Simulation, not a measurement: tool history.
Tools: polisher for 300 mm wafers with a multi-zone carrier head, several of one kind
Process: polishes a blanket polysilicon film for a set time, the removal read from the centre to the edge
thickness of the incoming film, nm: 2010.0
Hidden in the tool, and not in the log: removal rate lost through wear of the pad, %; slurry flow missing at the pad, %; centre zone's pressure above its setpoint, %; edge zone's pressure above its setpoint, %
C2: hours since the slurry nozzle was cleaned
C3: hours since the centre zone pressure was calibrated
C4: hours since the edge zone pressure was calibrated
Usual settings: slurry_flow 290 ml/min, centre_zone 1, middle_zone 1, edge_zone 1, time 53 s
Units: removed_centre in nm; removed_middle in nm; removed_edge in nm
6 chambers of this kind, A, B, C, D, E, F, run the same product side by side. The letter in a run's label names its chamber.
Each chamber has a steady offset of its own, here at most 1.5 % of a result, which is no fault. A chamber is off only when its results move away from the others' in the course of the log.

Run 1F, day 0.162: usual settings; wafers polished on this pad 1021; C2 34.7; C3 217.7; C4 476. Result: removed_centre 401.85 nm, removed_middle 404.82 nm, removed_edge 399.2 nm.
Run 2E, day 0.271: usual settings; wafers polished on this pad 323; C2 222.9; C3 415.7; C4 535.3. Result: removed_centre 393.78 nm, removed_middle 395.11 nm, removed_edge 405.34 nm.
At day 0.292: chamber D: worn pad replaced by a new one.
Run 3A, day 0.396: usual settings; wafers polished on this pad 1105; C2 460.4; C3 91.5; C4 152.7. Result: removed_centre 397.43 nm, removed_middle 393.86 nm, removed_edge 392 nm.
At day 0.429: chamber F: worn pad replaced by a new one.
Run 4D, day 0.633: usual settings; wafers polished on this pad 96; C2 316.4; C3 207.1; C4 810.7. Result: removed_centre 409.8 nm, removed_middle 402.33 nm, removed_edge 401.03 nm.
Run 5B, day 0.821: usual settings; wafers polished on this pad 690; C2 508.3; C3 48.3; C4 271.2. Result: removed_centre 398.02 nm, removed_middle 398.99 nm, removed_edge 405.95 nm.
At day 0.95: chamber E: worn pad replaced by a new one.
Run 6C, day 0.988: usual settings; wafers polished on this pad 833; C2 147.4; C3 418.2; C4 1101.6. Result: removed_centre 399.64 nm, removed_middle 405.94 nm, removed_edge 404.86 nm.
Run 7C, day 1.138: usual settings; wafers polished on this pad 875; C2 151; C3 421.8; C4 1105.2. Result: removed_centre 401.39 nm, removed_middle 398.55 nm, removed_edge 398.48 nm.
At day 1.162: chamber E: edge zone pressure recalibrated.
Run 8D, day 1.346: usual settings; wafers polished on this pad 298; C2 333.5; C3 224.2; C4 827.8. Result: removed_centre 408.86 nm, removed_middle 402.29 nm, removed_edge 406.96 nm.
Run 9F, day 1.496: usual settings; wafers polished on this pad 302; C2 66.7; C3 249.7; C4 508. Result: removed_centre 399.31 nm, removed_middle 402.91 nm, removed_edge 400.81 nm.
At day 1.512: chamber B: worn pad replaced by a new one.
Run 10E, day 1.708: usual settings; wafers polished on this pad 215; C2 257.4; C3 450.2; C4 13.1. Result: removed_centre 401.94 nm, removed_middle 394.45 nm, removed_edge 398.2 nm.
Run 11B, day 1.921: usual settings but slurry_flow 390 ml/min, edge_zone 1.11; wafers polished on this pad 115; C2 534.7; C3 74.7; C4 297.6. Result: removed_centre 416.16 nm, removed_middle 415.3 nm, removed_edge 433.46 nm.
At day 1.942: chamber A: worn pad replaced by a new one.
Run 12A, day 2.042: usual settings but slurry_flow 390 ml/min, edge_zone 1.11; wafers polished on this pad 28; C2 499.9; C3 131; C4 192.2. Result: removed_centre 402.99 nm, removed_middle 406.32 nm, removed_edge 427.86 nm.
At day 2.142: chamber D: worn pad replaced by a new one.
Run 13C, day 2.229: usual settings but slurry_flow 390 ml/min, edge_zone 1.11; wafers polished on this pad 1184; C2 177.2; C3 448; C4 1131.4. Result: removed_centre 409.11 nm, removed_middle 404.45 nm, removed_edge 431.1 nm.
Run 14F, day 2.404: usual settings but slurry_flow 390 ml/min, edge_zone 1.11; wafers polished on this pad 559; C2 88.5; C3 271.5; C4 529.8. Result: removed_centre 405.99 nm, removed_middle 412.18 nm, removed_edge 429.78 nm.
Run 15D, day 2.546: usual settings but slurry_flow 390 ml/min, edge_zone 1.11; wafers polished on this pad 115; C2 362.3; C3 253; C4 856.6. Result: removed_centre 410.6 nm, removed_middle 417.26 nm, removed_edge 430.11 nm.
At day 2.554: chamber C: worn pad replaced by a new one.
Run 16E, day 2.7: usual settings but slurry_flow 390 ml/min, edge_zone 1.11; wafers polished on this pad 496; C2 281.2; C3 474; C4 36.9. Result: removed_centre 424.71 nm, removed_middle 404.87 nm, removed_edge 438.54 nm.
At day 2.738: chamber E: worn pad replaced by a new one.
Run 17A, day 2.933: usual settings; wafers polished on this pad 281; C2 521.3; C3 152.4; C4 213.6. Result: removed_centre 388.43 nm, removed_middle 396.79 nm, removed_edge 400.34 nm.
Run 18B, day 3.075: usual settings; wafers polished on this pad 442; C2 562.4; C3 102.4; C4 325.3. Result: removed_centre 401.64 nm, removed_middle 393.24 nm, removed_edge 405.65 nm.
Run 19D, day 3.275: usual settings but time 70 s; wafers polished on this pad 321; C2 379.8; C3 270.5; C4 874.1. Result: removed_centre 538.25 nm, removed_middle 524.89 nm, removed_edge 524.95 nm.
Run 20C, day 3.429: usual settings but time 70 s; wafers polished on this pad 247; C2 206; C3 476.8; C4 1160.2. Result: removed_centre 523.05 nm, removed_middle 513.18 nm, removed_edge 525.5 nm.
At day 3.65: chamber C: centre zone pressure recalibrated.
Run 21E, day 3.662: usual settings but time 70 s; wafers polished on this pad 262; C2 304.3; C3 497.1; C4 60. Result: removed_centre 537.65 nm, removed_middle 524.01 nm, removed_edge 533.75 nm.
Run 22F, day 3.788: usual settings but time 70 s; wafers polished on this pad 950; C2 121.7; C3 304.7; C4 563. Result: removed_centre 524.41 nm, removed_middle 534.4 nm, removed_edge 524.02 nm.
Run 23A, day 3.983: usual settings but time 70 s; wafers polished on this pad 578; C2 546.5; C3 177.6; C4 238.8. Result: removed_centre 513.67 nm, removed_middle 517.92 nm, removed_edge 527.71 nm.
Run 24B, day 4.104: usual settings but time 70 s; wafers polished on this pad 733; C2 587.1; C3 127.1; C4 350. Result: removed_centre 514.02 nm, removed_middle 529.22 nm, removed_edge 522.14 nm.
At day 4.267: chamber D: worn pad replaced by a new one.
Run 25D, day 4.325: usual settings; wafers polished on this pad 16; C2 405; C3 295.7; C4 899.3. Result: removed_centre 397.15 nm, removed_middle 401.67 nm, removed_edge 391.31 nm.
At day 4.492: chamber F: worn pad replaced by a new one.
Run 26C, day 4.538: usual settings but time 59 s; wafers polished on this pad 561; C2 232.6; C3 21.3; C4 1186.8. Result: removed_centre 491.63 nm, removed_middle 446.29 nm, removed_edge 445.23 nm.
At day 4.562: chamber B: worn pad replaced by a new one.
Run 27E, day 4.662: usual settings but time 59 s; wafers polished on this pad 545; C2 328.3; C3 521.1; C4 84. Result: removed_centre 430.54 nm, removed_middle 443.68 nm, removed_edge 444.01 nm.
At day 4.675: chamber E: worn pad replaced by a new one.
Run 28A, day 4.867: usual settings but time 59 s; wafers polished on this pad 828; C2 567.7; C3 198.8; C4 260. Result: removed_centre 440.06 nm, removed_middle 435.17 nm, removed_edge 444.73 nm.
Run 29F, day 4.971: usual settings but time 59 s; wafers polished on this pad 136; C2 150.1; C3 333.1; C4 591.4. Result: removed_centre 450.97 nm, removed_middle 450.59 nm, removed_edge 445.49 nm.
Run 30B, day 5.175: usual settings but time 59 s; wafers polished on this pad 173; C2 612.8; C3 152.8; C4 375.7. Result: removed_centre 447.43 nm, removed_middle 461.58 nm, removed_edge 437.25 nm.
Run 31A, day 5.329: usual settings but time 59 s; wafers polished on this pad 959; C2 578.8; C3 209.9; C4 271.1. Result: removed_centre 441.61 nm, removed_middle 441.65 nm, removed_edge 439.19 nm.
Run 32D, day 5.546: usual settings; wafers polished on this pad 362; C2 434.3; C3 325; C4 928.6. Result: removed_centre 394.12 nm, removed_middle 402.08 nm, removed_edge 395.39 nm.
Run 33F, day 5.75: usual settings; wafers polished on this pad 356; C2 168.8; C3 351.8; C4 610.1. Result: removed_centre 403.24 nm, removed_middle 400.29 nm, removed_edge 397.89 nm.
Run 34B, day 5.929: usual settings; wafers polished on this pad 386; C2 630.9; C3 170.9; C4 393.8. Result: removed_centre 403.76 nm, removed_middle 407.57 nm, removed_edge 395.67 nm.
Run 35C, day 6.096: usual settings; wafers polished on this pad 1002; C2 270; C3 58.7; C4 1224.2. Result: removed_centre 450.14 nm, removed_middle 405.32 nm, removed_edge 402.51 nm.
At day 6.158: chamber D: worn pad replaced by a new one.
Run 36E, day 6.212: usual settings; wafers polished on this pad 435; C2 365.5; C3 558.3; C4 121.2. Result: removed_centre 406.75 nm, removed_middle 396.64 nm, removed_edge 400.86 nm.
At day 6.342: chamber F: edge zone pressure recalibrated.
Run 37B, day 6.375: usual settings; wafers polished on this pad 513; C2 641.6; C3 181.6; C4 404.5. Result: removed_centre 400.39 nm, removed_middle 410.93 nm, removed_edge 400.97 nm.
At day 6.412: chamber E: worn pad replaced by a new one.
Run 38F, day 6.592: usual settings; wafers polished on this pad 595; C2 189; C3 372; C4 6. Result: removed_centre 402.7 nm, removed_middle 405.9 nm, removed_edge 395.73 nm.
At day 6.596: chamber E: slurry nozzle cleaned.
At day 6.646: chamber C: worn pad replaced by a new one.
Run 39D, day 6.733: usual settings; wafers polished on this pad 163; C2 462.8; C3 353.5; C4 957.1. Result: removed_centre 401.31 nm, removed_middle 404.48 nm, removed_edge 398.77 nm.
Run 40C, day 6.842: usual settings but centre_zone 1.06, edge_zone 0.94; wafers polished on this pad 56; C2 287.9; C3 76.6; C4 1242.1. Result: removed_centre 484.44 nm, removed_middle 405.25 nm, removed_edge 387.93 nm.
Run 41E, day 7.042: usual settings but centre_zone 1.06, edge_zone 0.94; wafers polished on this pad 178; C2 10.7; C3 578.2; C4 141.1. Result: removed_centre 419.29 nm, removed_middle 396.76 nm, removed_edge 386.92 nm.
Run 42A, day 7.142: usual settings but centre_zone 1.06, edge_zone 0.94; wafers polished on this pad 1472; C2 622.3; C3 253.4; C4 314.6. Result: removed_centre 427.85 nm, removed_middle 391.44 nm, removed_edge 379.27 nm.
At day 7.312: chamber A: worn pad replaced by a new one.
Run 43A, day 7.367: usual settings but centre_zone 1.06, edge_zone 0.94; wafers polished on this pad 16; C2 627.7; C3 258.8; C4 320. Result: removed_centre 422.5 nm, removed_middle 394.8 nm, removed_edge 381.17 nm.
Run 44F, day 7.567: usual settings but centre_zone 1.06, edge_zone 0.94; wafers polished on this pad 870; C2 212.4; C3 395.4; C4 29.4. Result: removed_centre 417.2 nm, removed_middle 405.52 nm, removed_edge 389.9 nm.

What goes on in this fleet: one chamber off, a drifting gauge, or nothing beyond the chambers' own small offsets? Name the chamber and the cause, if any.

A service left chamber C off against the others.
Cause: centre zone's pressure above its setpoint, % = 10.2.

Here are 4 candidates for chamber C's next run, each the usual settings with a change, their results left as question marks. Which one brings its results back in line with what the others give on the usual settings?
In line means no further than this from the other chambers' mean on the usual settings: removed_centre 17 nm; removed_middle 17 nm; removed_edge 14 nm
Run 45C-1, day 7.738: usual settings but slurry_flow 300 ml/min, centre_zone 1.16, middle_zone 0.98, edge_zone 0.94, time 54 s. Result: removed_centre ?, removed_middle ?, removed_edge ?.
Run 45C-2, day 7.738: usual settings but slurry_flow 295 ml/min, centre_zone 1.08, middle_zone 0.99, edge_zone 0.97, time 54 s. Result: removed_centre ?, removed_middle ?, removed_edge ?.
Run 45C-3, day 7.738: usual settings but slurry_flow 280 ml/min, centre_zone 0.86, middle_zone 1.02, edge_zone 1.05, time 52 s. Result: removed_centre ?, removed_middle ?, removed_edge ?.
Run 45C-4, day 7.738: usual settings but slurry_flow 285 ml/min, centre_zone 0.92, middle_zone 1.01, edge_zone 1.03, time 52 s. Result: removed_centre ?, removed_middle ?, removed_edge ?.

The other chambers' mean on the usual settings: removed_centre 399.62 nm; removed_middle 399.77 nm; removed_edge 399.28 nm
  run  removed_centre  removed_middle  removed_edge
45C-1          540.13          398.57        392.93
45C-2          498.87          401.83        398.74
45C-3          371.52           396.1        398.47
45C-4          401.26          393.11        395.03
45C-4 brings the chamber back in line.
